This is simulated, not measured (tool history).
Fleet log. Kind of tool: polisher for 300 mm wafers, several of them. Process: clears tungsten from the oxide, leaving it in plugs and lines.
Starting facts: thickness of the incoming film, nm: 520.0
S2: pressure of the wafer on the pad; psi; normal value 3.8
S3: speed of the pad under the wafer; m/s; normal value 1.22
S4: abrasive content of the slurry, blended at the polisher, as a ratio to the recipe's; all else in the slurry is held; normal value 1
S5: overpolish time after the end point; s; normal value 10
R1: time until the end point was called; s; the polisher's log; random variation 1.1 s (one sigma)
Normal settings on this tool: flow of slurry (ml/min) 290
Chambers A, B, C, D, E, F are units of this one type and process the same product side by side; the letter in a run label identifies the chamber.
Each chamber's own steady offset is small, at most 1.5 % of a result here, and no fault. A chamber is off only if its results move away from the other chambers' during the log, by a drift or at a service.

At hour 2.8: chamber C: slurry tank refilled with fresh slurry and peroxide.
At hour 6.6: chamber F: worn pad replaced by a new one.
Run 1A, hour 13: usual settings. Result: R1 88.205 s.
At hour 16: chamber B: worn pad replaced by a new one.
Run 2D, hour 18.9: usual settings. Result: R1 90.502 s.
At hour 19.9: chamber F: slurry tank refilled with fresh slurry and peroxide.
At hour 22.2: chamber D: slurry blender recalibrated.
At hour 23.5: chamber A: slurry tank refilled with fresh slurry and peroxide.
Run 3E, hour 25: usual settings. Result: R1 88.626 s.
At hour 28.1: chamber D: slurry tank refilled with fresh slurry and peroxide.
Run 4C, hour 36.4: usual settings. Result: R1 89.105 s.
At hour 37: chamber E: worn pad replaced by a new one.
Run 5B, hour 45.1: usual settings. Result: R1 89.248 s.
At hour 45.7: chamber B: slurry nozzle cleaned.
At hour 48.9: chamber A: worn pad replaced by a new one.
Run 6F, hour 51.4: usual settings. Result: R1 87.535 s.
Run 7E, hour 59.4: usual settings. Result: R1 88.618 s.
At hour 63.5: chamber A: slurry blender recalibrated.
At hour 64.9: chamber F: slurry blender recalibrated.
At hour 65.4: chamber D: worn pad replaced by a new one.
At hour 68.2: chamber E: head pressure recalibrated.
Run 8D, hour 72.4: usual settings. Result: R1 89.292 s.
At hour 72.6: chamber F: slurry nozzle cleaned.
Run 9A, hour 78.1: usual settings. Result: R1 87.121 s.
At hour 80: chamber B: slurry blender recalibrated.
At hour 85.8: chamber C: slurry tank refilled with fresh slurry and peroxide.
Run 10C, hour 86.7: usual settings. Result: R1 88.92 s.
At hour 86.9: chamber B: slurry tank refilled with fresh slurry and peroxide.
At hour 89.3: chamber A: slurry tank refilled with fresh slurry and peroxide.
At hour 92.7: chamber F: slurry tank refilled with fresh slurry and peroxide.
At hour 93.5: chamber F: worn pad replaced by a new one.
Run 11B, hour 94.3: usual settings. Result: R1 90.29 s.
At hour 103: chamber D: slurry tank refilled with fresh slurry and peroxide.
Run 12F, hour 106: usual settings. Result: R1 87.527 s.
At hour 106.1: chamber B: worn pad replaced by a new one.
Run 13A, hour 112.2: usual settings. Result: R1 87.088 s.
At hour 115.3: chamber D: head pressure recalibrated.
At hour 116.3: chamber E: worn pad replaced by a new one.
At hour 123.2: chamber A: worn pad replaced by a new one.
Run 14C, hour 123.6: usual settings but S2 3.1 psi, S4 0.85. Result: R1 113.42 s.
At hour 131.6: chamber E: slurry blender recalibrated.
Run 15B, hour 132.5: usual settings but S2 3.1 psi, S4 0.85. Result: R1 112.99 s.
Run 16F, hour 143.6: usual settings but S2 3.1 psi, S4 0.85. Result: R1 110.28 s.
At hour 148: chamber D: worn pad replaced by a new one.
At hour 149.6: chamber C: worn pad replaced by a new one.
Run 17D, hour 149.6: usual settings but S2 3.1 psi, S4 0.85. Result: R1 112.81 s.
At hour 158.8: chamber A: slurry tank refilled with fresh slurry and peroxide.
Run 18E, hour 159.9: usual settings but S2 3.1 psi, S4 0.85. Result: R1 111.11 s.
At hour 165.8: chamber C: slurry tank refilled with fresh slurry and peroxide.
At hour 166.8: chamber F: slurry tank refilled with fresh slurry and peroxide.
At hour 167.9: chamber E: slurry tank refilled with fresh slurry and peroxide.
Run 19C, hour 168.9: usual settings but S2 3.1 psi, S4 0.85. Result: R1 113.25 s.
At hour 170.7: chamber C: slurry nozzle cleaned.
At hour 172: chamber E: slurry nozzle cleaned.
At hour 174.5: chamber F: worn pad replaced by a new one.
Run 20F, hour 177.7: usual settings. Result: R1 88.725 s.
At hour 181.3: chamber D: slurry tank refilled with fresh slurry and peroxide.
At hour 183.2: chamber B: worn pad replaced by a new one.
At hour 184.1: chamber D: slurry nozzle cleaned.
At hour 187: chamber B: head pressure recalibrated.
Run 21E, hour 187.8: usual settings but S5 5 s. Result: R1 86.52 s.
At hour 189.5: chamber A: worn pad replaced by a new one.
At hour 190.7: chamber E: worn pad replaced by a new one.
Run 22A, hour 198.7: usual settings but S5 5 s. Result: R1 86.18 s.
Run 23D, hour 205.2: usual settings but S5 5 s. Result: R1 89.781 s.
At hour 208.4: chamber A: slurry nozzle cleaned.
Run 24B, hour 216.9: usual settings but S5 5 s. Result: R1 89.666 s.
Run 25F, hour 223.1: usual settings but S5 5 s. Result: R1 86.186 s.
At hour 226.4: chamber F: slurry blender recalibrated.
At hour 231.8: chamber C: slurry tank refilled with fresh slurry and peroxide.
Run 26A, hour 233.9: usual settings but S5 5 s. Result: R1 86.857 s.
At hour 235.1: chamber D: slurry blender recalibrated.
At hour 239.5: chamber A: slurry tank refilled with fresh slurry and peroxide.
Run 27B, hour 241.4: usual settings. Result: R1 87.989 s.
At hour 250.6: chamber D: worn pad replaced by a new one.
At hour 251: chamber F: slurry tank refilled with fresh slurry and peroxide.
Run 28C, hour 253.6: usual settings. Result: R1 89.246 s.
At hour 258.7: chamber B: slurry blender recalibrated.
At hour 259.4: chamber D: slurry tank refilled with fresh slurry and peroxide.
At hour 259.4: chamber A: worn pad replaced by a new one.
At hour 262: chamber F: worn pad replaced by a new one.
Run 29E, hour 266.2: usual settings. Result: R1 87.848 s.
At hour 267.4: chamber B: slurry tank refilled with fresh slurry and peroxide.
At hour 272.6: chamber E: worn pad replaced by a new one.
At hour 273.8: chamber B: worn pad replaced by a new one.
At hour 275.4: chamber B: slurry nozzle cleaned.
Run 30D, hour 277.6: usual settings. Result: R1 89.998 s.
At hour 279.6: chamber C: worn pad replaced by a new one.
Run 31A, hour 286.1: usual settings. Result: R1 88.393 s.
At hour 289.3: chamber E: slurry blender recalibrated.
Run 32C, hour 292.5: usual settings. Result: R1 87.693 s.
At hour 293.1: chamber F: slurry nozzle cleaned.
At hour 295.5: chamber C: head pressure recalibrated.
Run 33B, hour 304.8: usual settings. Result: R1 90.111 s.
At hour 311.1: chamber C: slurry tank refilled with fresh slurry and peroxide.
Run 34F, hour 314.8: usual settings. Result: R1 88.766 s.
Run 35E, hour 325: usual settings. Result: R1 87.378 s.
At hour 327.1: chamber F: slurry tank refilled with fresh slurry and peroxide.
Run 36D, hour 332.7: usual settings. Result: R1 87.64 s.
Run 37C, hour 341.4: usual settings but S3 1.02 m/s. Result: R1 105.95 s.
At hour 344.5: chamber D: worn pad replaced by a new one.
At hour 344.7: chamber B: worn pad replaced by a new one.
At hour 344.9: chamber F: worn pad replaced by a new one.
At hour 350.5: chamber D: slurry tank refilled with fresh slurry and peroxide.
Run 38F, hour 354.4: usual settings but S3 1.02 m/s. Result: R1 107.76 s.
Run 39B, hour 367.5: usual settings but S3 1.02 m/s. Result: R1 106.25 s.
Run 40D, hour 378.9: usual settings but S3 1.02 m/s. Result: R1 105.66 s.

Has any chamber moved away from the others, gradually or after a service, or does the common gauge drift, or do the chambers differ only by their own small steady offsets? State the chamber and the most likely cause if one applies.

No chamber stands off beyond its own small offset, and the gauge holds steady.

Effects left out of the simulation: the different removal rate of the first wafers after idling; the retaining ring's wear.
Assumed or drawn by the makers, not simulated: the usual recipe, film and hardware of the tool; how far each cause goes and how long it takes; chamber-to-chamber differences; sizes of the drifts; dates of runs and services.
